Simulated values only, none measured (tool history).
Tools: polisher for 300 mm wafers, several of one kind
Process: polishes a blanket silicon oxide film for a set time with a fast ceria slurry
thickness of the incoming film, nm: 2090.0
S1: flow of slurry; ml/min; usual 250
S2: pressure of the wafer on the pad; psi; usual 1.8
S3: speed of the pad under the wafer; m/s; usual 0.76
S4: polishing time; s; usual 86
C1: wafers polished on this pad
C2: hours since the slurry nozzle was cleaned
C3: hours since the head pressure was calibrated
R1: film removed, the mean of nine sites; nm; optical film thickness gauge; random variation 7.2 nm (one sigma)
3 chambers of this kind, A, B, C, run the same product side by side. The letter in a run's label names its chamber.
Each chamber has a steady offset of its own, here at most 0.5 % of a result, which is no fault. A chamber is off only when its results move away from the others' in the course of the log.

| run | day | S1 | S2 | S3 | S4 | C1 | C2 | C3 | R1 |
|---|---|---|---|---|---|---|---|---|---|
| 1B | 0.171 | 250 | 1.8 | 0.76 | 86 | 552 | 7.4 | 1105.5 | 686.48 |
| 2A | 0.350 | 250 | 1.8 | 0.76 | 86 | 252 | 160.9 | 441.1 | 680.48 |
| 3C | 0.446 | 250 | 1.8 | 0.76 | 86 | 504 | 206.6 | 46.3 | 666.77 |
| 4A | 0.575 | 250 | 1.8 | 0.76 | 86 | 283 | 166.3 | 446.5 | 669.53 |
| 5B | 0.758 | 250 | 1.8 | 0.76 | 86 | 631 | 21.5 | 1119.6 | 683.42 |
| 6C | 0.888 | 250 | 1.8 | 0.76 | 86 | 563 | 217.2 | 56.9 | 684.05 |
| 7A | 1.075 | 250 | 1.8 | 0.76 | 86 | 349 | 178.3 | 458.5 | 670.37 |
| 8C | 1.250 | 250 | 1.8 | 0.92 | 86 | 611 | 225.9 | 65.6 | 814.80 |
| 9B | 1.421 | 250 | 1.8 | 0.92 | 86 | 719 | 37.4 | 1135.5 | 821.35 |
| 10B | 1.546 | 250 | 1.8 | 0.92 | 86 | 736 | 40.4 | 1138.5 | 833.75 |
| 11C | 1.733 | 250 | 1.8 | 0.76 | 86 | 676 | 237.5 | 77.2 | 671.96 |
|  | 1.771 | chamber B: head pressure recalibrated |
| 12A | 1.838 | 250 | 2.1 | 0.64 | 86 | 451 | 196.6 | 476.8 | 655.67 |
|  | 1.938 | chamber C: slurry nozzle cleaned |
| 13C | 2.017 | 250 | 2.1 | 0.64 | 86 | 713 | 2.0 | 84.0 | 652.38 |
| 14A | 2.142 | 250 | 2.1 | 0.64 | 86 | 492 | 203.9 | 484.1 | 650.66 |
| 15B | 2.271 | 250 | 1.8 | 0.76 | 86 | 833 | 57.8 | 12.0 | 751.32 |
| 16C | 2.467 | 250 | 1.8 | 0.76 | 86 | 774 | 12.8 | 94.8 | 662.81 |
| 17A | 2.579 | 250 | 1.8 | 0.76 | 86 | 550 | 214.4 | 494.6 | 684.37 |
| 18B | 2.683 | 250 | 1.8 | 0.76 | 86 | 888 | 67.7 | 21.9 | 747.51 |
| 19B | 2.825 | 250 | 1.8 | 0.76 | 86 | 907 | 71.1 | 25.3 | 745.91 |
| 20A | 2.933 | 310 | 1.8 | 0.76 | 57 | 598 | 222.9 | 503.1 | 460.51 |
| 21C | 3.083 | 310 | 1.8 | 0.76 | 57 | 856 | 27.6 | 109.6 | 450.55 |
| 22B | 3.238 | 310 | 1.8 | 0.76 | 57 | 962 | 81.0 | 35.2 | 523.91 |
| 23A | 3.362 | 250 | 1.8 | 0.76 | 86 | 655 | 233.2 | 513.4 | 676.30 |
| 24C | 3.500 | 250 | 1.8 | 0.76 | 86 | 912 | 37.6 | 119.6 | 679.70 |
| 25C | 3.629 | 250 | 1.8 | 0.76 | 86 | 929 | 40.7 | 122.7 | 668.31 |
| 26B | 3.775 | 250 | 1.8 | 0.76 | 86 | 1034 | 93.9 | 48.1 | 755.21 |
| 27A | 3.892 | 250 | 1.8 | 0.76 | 86 | 726 | 245.9 | 526.1 | 680.82 |
| 28C | 4.000 | 250 | 1.8 | 0.76 | 86 | 979 | 49.6 | 131.6 | 665.33 |
| 29A | 4.096 | 250 | 1.8 | 0.76 | 86 | 753 | 250.8 | 531.0 | 674.28 |
| 30B | 4.183 | 250 | 1.8 | 0.76 | 86 | 1089 | 103.7 | 57.9 | 754.72 |

Next, every chamber runs the same settings. What will each give?
| 31A | 4.325 | 250 | 1.8 | 0.76 | 86 |  |  |  | ? |
| 31B | 4.325 | 250 | 1.8 | 0.76 | 86 |  |  |  | ? |
| 31C | 4.325 | 250 | 1.8 | 0.76 | 86 |  |  |  | ? |

| run | R1 |
|---|---|
| 31A | 677.43 |
| 31B | 757.56 |
| 31C | 673.46 |
